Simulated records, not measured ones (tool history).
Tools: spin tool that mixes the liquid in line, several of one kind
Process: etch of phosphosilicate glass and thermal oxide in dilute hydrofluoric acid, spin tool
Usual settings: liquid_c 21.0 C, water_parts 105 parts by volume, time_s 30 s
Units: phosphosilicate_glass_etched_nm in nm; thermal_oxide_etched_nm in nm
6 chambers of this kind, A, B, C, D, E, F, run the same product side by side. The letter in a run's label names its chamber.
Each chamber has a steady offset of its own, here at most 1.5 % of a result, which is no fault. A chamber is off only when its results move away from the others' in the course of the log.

run     day  liquid_c  water_parts  time_s  hours since the thermometer was replaced  hours since the hydrofluoric acid flow meter was replaced  read-back film thickness of the phosphosilicate glass reference wafer, read on the same gauge (nm)  read-back film thickness of the thermal oxide reference wafer, read on the same gauge (nm)  phosphosilicate_glass_etched_nm  thermal_oxide_etched_nm
 1B   0.496      21.0          105      30                                     247.3                                                     1046.8                                                                                              99.987                                                                                      99.988                           39.576                   1.2547
 2A   0.738      21.0          105      30                                     527.9                                                      508.5                                                                                             100.020                                                                                      99.999                           39.213                   1.2072
 3F   1.208      21.0          105      30                                    1076.5                                                      784.3                                                                                              99.990                                                                                     100.010                           38.638                   1.1656
 4C   1.504      21.0          105      30                                     234.4                                                      760.7                                                                                              99.992                                                                                      99.996                           38.860                   1.1206
 5E   1.788      21.0          105      30                                    1201.6                                                     1314.7                                                                                             100.010                                                                                     100.010                           39.822                   1.1522
 6D   2.104      21.0          105      30                                     383.5                                                      581.3                                                                                              99.996                                                                                      99.988                           38.523                   1.2445
 7B   2.588      21.0          105      30                                     297.5                                                     1097.0                                                                                              99.969                                                                                      99.995                           39.672                   1.1822
 8D   3.088      21.0          105      30                                     407.1                                                      604.9                                                                                              99.991                                                                                      99.995                           38.792                   1.1737
 9E   3.546      21.0          105      30                                    1243.8                                                     1356.9                                                                                             100.010                                                                                     100.000                           39.262                   1.2456
10C   3.896      21.0          105      30                                     291.8                                                      818.1                                                                                              99.989                                                                                      99.988                           39.070                   1.1135
11A   4.246      21.0          105      30                                     612.1                                                      592.7                                                                                              99.991                                                                                     100.010                           38.958                   1.2213
12F   4.546      21.0          105      30                                    1156.6                                                      864.4                                                                                             100.000                                                                                      99.977                           38.823                   1.1842
13A   5.088      21.0          105      30                                     632.3                                                      612.9                                                                                             100.020                                                                                      99.992                           39.403                   1.2138
      5.338  -- chamber A: hydrofluoric acid flow meter replaced
14E   5.588      21.0          105      30                                    1292.8                                                     1405.9                                                                                              99.995                                                                                      99.990                           39.454                   1.1455
15F   5.871      21.0          105      30                                    1188.4                                                      896.2                                                                                              99.991                                                                                     100.020                           38.599                   1.1698
16C   6.350      18.5           80      30                                     350.7                                                      877.0                                                                                             100.000                                                                                      99.992                           47.063                   1.4616
17B   6.779      18.5           80      30                                     398.1                                                     1197.6                                                                                              99.983                                                                                      99.991                           48.327                   1.4057
18D   7.025      18.5           80      30                                     501.6                                                      699.4                                                                                             100.010                                                                                      99.970                           46.723                   1.4408
19E   7.325      18.5           80      30                                    1334.5                                                     1447.6                                                                                              99.995                                                                                     100.020                           48.561                   1.4767
20B   7.700      18.5           80      30                                     420.2                                                     1219.7                                                                                             100.020                                                                                      99.974                           48.290                   1.5207
21D   8.179      18.5           80      30                                     529.3                                                      727.1                                                                                             100.030                                                                                      99.992                           46.328                   1.3761
22C   8.712      21.0          105      30                                     407.4                                                      933.7                                                                                             100.000                                                                                     100.010                           38.957                   1.1616
23F   8.996      21.0          105      30                                    1263.4                                                      971.2                                                                                              99.978                                                                                      99.993                           38.667                   1.1728
24A   9.496      21.0          105      30                                     738.1                                                       99.8                                                                                              99.973                                                                                     100.000                           38.865                   1.2246
25D   9.842      21.0          105      30                                     569.2                                                      767.0                                                                                             100.000                                                                                     100.010                           38.783                   1.1199
26B  10.333      21.0          105      30                                     483.4                                                     1282.9                                                                                             100.020                                                                                     100.010                           39.643                   1.2094
27A  10.696      21.0          105      30                                     766.9                                                      128.6                                                                                              99.983                                                                                     100.000                           38.937                   1.2062
28F  11.150      21.0          105      30                                    1315.1                                                     1022.9                                                                                              99.971                                                                                     100.010                           38.800                   1.1411
29C  11.708      21.0          105      30                                     479.3                                                     1005.6                                                                                              99.990                                                                                     100.010                           38.722                   1.1541
30E  12.258      21.0          105      30                                    1452.9                                                     1566.0                                                                                             100.010                                                                                      99.991                           39.159                   1.1741
31B  12.696      21.0          105      30                                     540.1                                                     1339.6                                                                                             100.010                                                                                      99.998                           39.455                   1.1242
32C  13.200      21.0          105      30                                     515.1                                                     1041.4                                                                                              99.999                                                                                      99.969                           38.654                   1.2047
33A  13.717      21.0          105      30                                     839.4                                                      201.1                                                                                             100.010                                                                                      99.997                           39.206                   1.1762
34E  14.162      21.0          105      30                                    1498.6                                                     1611.7                                                                                             100.020                                                                                     100.010                           39.038                   1.0923
35D  14.538      21.0          105      30                                     681.9                                                      879.7                                                                                              99.989                                                                                      99.985                           38.309                   1.2355
36F  14.862      21.0          105      30                                    1404.2                                                     1112.0                                                                                              99.977                                                                                     100.010                           38.583                   1.1204
37D  15.388      21.0          105      25                                     702.3                                                      900.1                                                                                              99.989                                                                                     100.010                           32.062                   1.0248

All 6 chambers run these settings next. Forecast each chamber's results:
38A  15.783      21.0          105      30                                                                                                                                                                                                                                                                                                                                     ?                        ?
38B  15.783      21.0          105      30                                                                                                                                                                                                                                                                                                                                     ?                        ?
38C  15.783      21.0          105      30                                                                                                                                                                                                                                                                                                                                     ?                        ?
38D  15.783      21.0          105      30                                                                                                                                                                                                                                                                                                                                     ?                        ?
38E  15.783      21.0          105      30                                                                                                                                                                                                                                                                                                                                     ?                        ?
38F  15.783      21.0          105      30                                                                                                                                                                                                                                                                                                                                     ?                        ?

run  phosphosilicate_glass_etched_nm  thermal_oxide_etched_nm
38A                           39.312                   1.1810
38B                           39.533                   1.1485
38C                           39.041                   1.1888
38D                           38.606                   1.1881
38E                           39.572                   1.1499
38F                           38.550                   1.0981

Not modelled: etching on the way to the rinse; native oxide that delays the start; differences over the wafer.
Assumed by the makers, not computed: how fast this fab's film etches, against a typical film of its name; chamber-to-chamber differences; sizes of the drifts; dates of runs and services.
